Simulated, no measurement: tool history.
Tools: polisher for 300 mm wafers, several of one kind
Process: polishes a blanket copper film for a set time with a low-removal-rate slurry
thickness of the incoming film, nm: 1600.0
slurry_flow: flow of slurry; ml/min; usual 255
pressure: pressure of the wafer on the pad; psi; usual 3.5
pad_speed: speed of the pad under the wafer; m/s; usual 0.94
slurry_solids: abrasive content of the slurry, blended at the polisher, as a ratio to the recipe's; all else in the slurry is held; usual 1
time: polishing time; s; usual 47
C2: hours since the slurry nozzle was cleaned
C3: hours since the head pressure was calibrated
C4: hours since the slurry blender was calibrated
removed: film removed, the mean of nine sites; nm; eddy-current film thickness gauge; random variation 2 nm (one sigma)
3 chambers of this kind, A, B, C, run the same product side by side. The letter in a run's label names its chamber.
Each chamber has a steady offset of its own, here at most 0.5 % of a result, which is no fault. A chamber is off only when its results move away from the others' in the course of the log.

{"run": "1C", "hour": 6.8, "slurry_flow": 255, "pressure": 3.5, "pad_speed": 0.94, "slurry_solids": 1, "time": 47, "wafers polished on this pad": 871, "C2": 137.5, "C3": 1341.3, "C4": 59.8, "removed": 168.02}
{"run": "2A", "hour": 12.1, "slurry_flow": 255, "pressure": 3.5, "pad_speed": 0.94, "slurry_solids": 1, "time": 47, "wafers polished on this pad": 499, "C2": 35, "C3": 439.9, "C4": 40.3, "removed": 170.2}
{"run": "3B", "hour": 20.5, "slurry_flow": 255, "pressure": 3.5, "pad_speed": 0.94, "slurry_solids": 1, "time": 47, "wafers polished on this pad": 325, "C2": 318.1, "C3": 1100.9, "C4": 482.6, "removed": 171.5}
{"hour": 22.2, "done": "chamber B: slurry blender recalibrated"}
{"run": "4A", "hour": 27.7, "slurry_flow": 255, "pressure": 3.5, "pad_speed": 0.94, "slurry_solids": 1, "time": 47, "wafers polished on this pad": 714, "C2": 50.6, "C3": 455.5, "C4": 55.9, "removed": 171.17}
{"hour": 28.1, "done": "chamber A: worn pad replaced by a new one"}
{"run": "5B", "hour": 35.0, "slurry_flow": 255, "pressure": 3.5, "pad_speed": 0.94, "slurry_solids": 1, "time": 47, "wafers polished on this pad": 525, "C2": 332.6, "C3": 1115.4, "C4": 12.8, "removed": 169.26}
{"run": "6C", "hour": 41.3, "slurry_flow": 255, "pressure": 3.5, "pad_speed": 0.94, "slurry_solids": 1, "time": 47, "wafers polished on this pad": 1345, "C2": 172, "C3": 1375.8, "C4": 94.3, "removed": 167.54}
{"run": "7C", "hour": 46.6, "slurry_flow": 255, "pressure": 3, "pad_speed": 0.94, "slurry_solids": 0.8, "time": 47, "wafers polished on this pad": 1418, "C2": 177.3, "C3": 1381.1, "C4": 99.6, "removed": 138.93}
{"hour": 47.2, "done": "chamber C: worn pad replaced by a new one"}
{"run": "8B", "hour": 52.8, "slurry_flow": 255, "pressure": 3, "pad_speed": 0.94, "slurry_solids": 0.8, "time": 47, "wafers polished on this pad": 770, "C2": 350.4, "C3": 1133.2, "C4": 30.6, "removed": 139.28}
{"hour": 54.0, "done": "chamber C: head pressure recalibrated"}
{"run": "9A", "hour": 58.8, "slurry_flow": 255, "pressure": 3, "pad_speed": 0.94, "slurry_solids": 0.8, "time": 47, "wafers polished on this pad": 422, "C2": 81.7, "C3": 486.6, "C4": 87, "removed": 137.82}
{"run": "10A", "hour": 66.4, "slurry_flow": 255, "pressure": 3.5, "pad_speed": 0.94, "slurry_solids": 1, "time": 47, "wafers polished on this pad": 526, "C2": 89.3, "C3": 494.2, "C4": 94.6, "removed": 169.84}
{"hour": 70.9, "done": "chamber B: worn pad replaced by a new one"}
{"run": "11C", "hour": 70.9, "slurry_flow": 255, "pressure": 3.5, "pad_speed": 0.94, "slurry_solids": 1.2, "time": 35, "wafers polished on this pad": 326, "C2": 201.6, "C3": 16.9, "C4": 123.9, "removed": 119.03}
{"hour": 73.6, "done": "chamber C: slurry nozzle cleaned"}
{"run": "12B", "hour": 79.2, "slurry_flow": 255, "pressure": 3.5, "pad_speed": 0.94, "slurry_solids": 1.2, "time": 35, "wafers polished on this pad": 114, "C2": 376.8, "C3": 1159.6, "C4": 57, "removed": 132.38}
{"run": "13B", "hour": 85.7, "slurry_flow": 255, "pressure": 3.5, "pad_speed": 0.94, "slurry_solids": 1.2, "time": 35, "wafers polished on this pad": 204, "C2": 383.3, "C3": 1166.1, "C4": 63.5, "removed": 133.05}
{"run": "14A", "hour": 89.7, "slurry_flow": 255, "pressure": 3.5, "pad_speed": 0.94, "slurry_solids": 1, "time": 47, "wafers polished on this pad": 847, "C2": 112.6, "C3": 517.5, "C4": 117.9, "removed": 169.92}
{"hour": 90.3, "done": "chamber A: worn pad replaced by a new one"}
{"run": "15C", "hour": 94.8, "slurry_flow": 255, "pressure": 3.5, "pad_speed": 0.94, "slurry_solids": 1, "time": 47, "wafers polished on this pad": 654, "C2": 21.2, "C3": 40.8, "C4": 147.8, "removed": 150.28}
{"run": "16B", "hour": 102.5, "slurry_flow": 255, "pressure": 3.5, "pad_speed": 0.94, "slurry_solids": 1, "time": 47, "wafers polished on this pad": 435, "C2": 400.1, "C3": 1182.9, "C4": 80.3, "removed": 170.56}
{"run": "17A", "hour": 108.6, "slurry_flow": 255, "pressure": 3.5, "pad_speed": 0.94, "slurry_solids": 1, "time": 47, "wafers polished on this pad": 252, "C2": 131.5, "C3": 536.4, "C4": 136.8, "removed": 167.58}
{"run": "18C", "hour": 114.7, "slurry_flow": 255, "pressure": 3.5, "pad_speed": 0.94, "slurry_solids": 1, "time": 47, "wafers polished on this pad": 928, "C2": 41.1, "C3": 60.7, "C4": 167.7, "removed": 151.14}
{"hour": 117.7, "done": "chamber A: head pressure recalibrated"}
{"run": "19C", "hour": 121.1, "slurry_flow": 255, "pressure": 3.5, "pad_speed": 0.94, "slurry_solids": 1, "time": 47, "wafers polished on this pad": 1016, "C2": 47.5, "C3": 67.1, "C4": 174.1, "removed": 150.94}
{"run": "20A", "hour": 126.2, "slurry_flow": 255, "pressure": 3.5, "pad_speed": 0.94, "slurry_solids": 1, "time": 47, "wafers polished on this pad": 494, "C2": 149.1, "C3": 8.5, "C4": 154.4, "removed": 169.76}
{"run": "21B", "hour": 133.2, "slurry_flow": 255, "pressure": 3.5, "pad_speed": 0.94, "slurry_solids": 1, "time": 47, "wafers polished on this pad": 857, "C2": 430.8, "C3": 1213.6, "C4": 111, "removed": 171.78}
{"run": "22B", "hour": 137.6, "slurry_flow": 255, "pressure": 3.5, "pad_speed": 0.94, "slurry_solids": 1, "time": 47, "wafers polished on this pad": 917, "C2": 435.2, "C3": 1218, "C4": 115.4, "removed": 169.18}
{"hour": 140.5, "done": "chamber C: worn pad replaced by a new one"}
{"run": "23C", "hour": 146.1, "slurry_flow": 255, "pressure": 3.5, "pad_speed": 0.94, "slurry_solids": 1, "time": 47, "wafers polished on this pad": 77, "C2": 72.5, "C3": 92.1, "C4": 199.1, "removed": 154.11}

All 3 chambers run these settings next. Forecast each chamber's results:
{"run": "24A", "hour": 152.6, "slurry_flow": 255, "pressure": 3.5, "pad_speed": 0.94, "slurry_solids": 0.8, "time": 47, "removed": "?"}
{"run": "24B", "hour": 152.6, "slurry_flow": 255, "pressure": 3.5, "pad_speed": 0.94, "slurry_solids": 0.8, "time": 47, "removed": "?"}
{"run": "24C", "hour": 152.6, "slurry_flow": 255, "pressure": 3.5, "pad_speed": 0.94, "slurry_solids": 0.8, "time": 47, "removed": "?"}

run=24A removed=158.54
run=24B removed=160.48
run=24C removed=144.67

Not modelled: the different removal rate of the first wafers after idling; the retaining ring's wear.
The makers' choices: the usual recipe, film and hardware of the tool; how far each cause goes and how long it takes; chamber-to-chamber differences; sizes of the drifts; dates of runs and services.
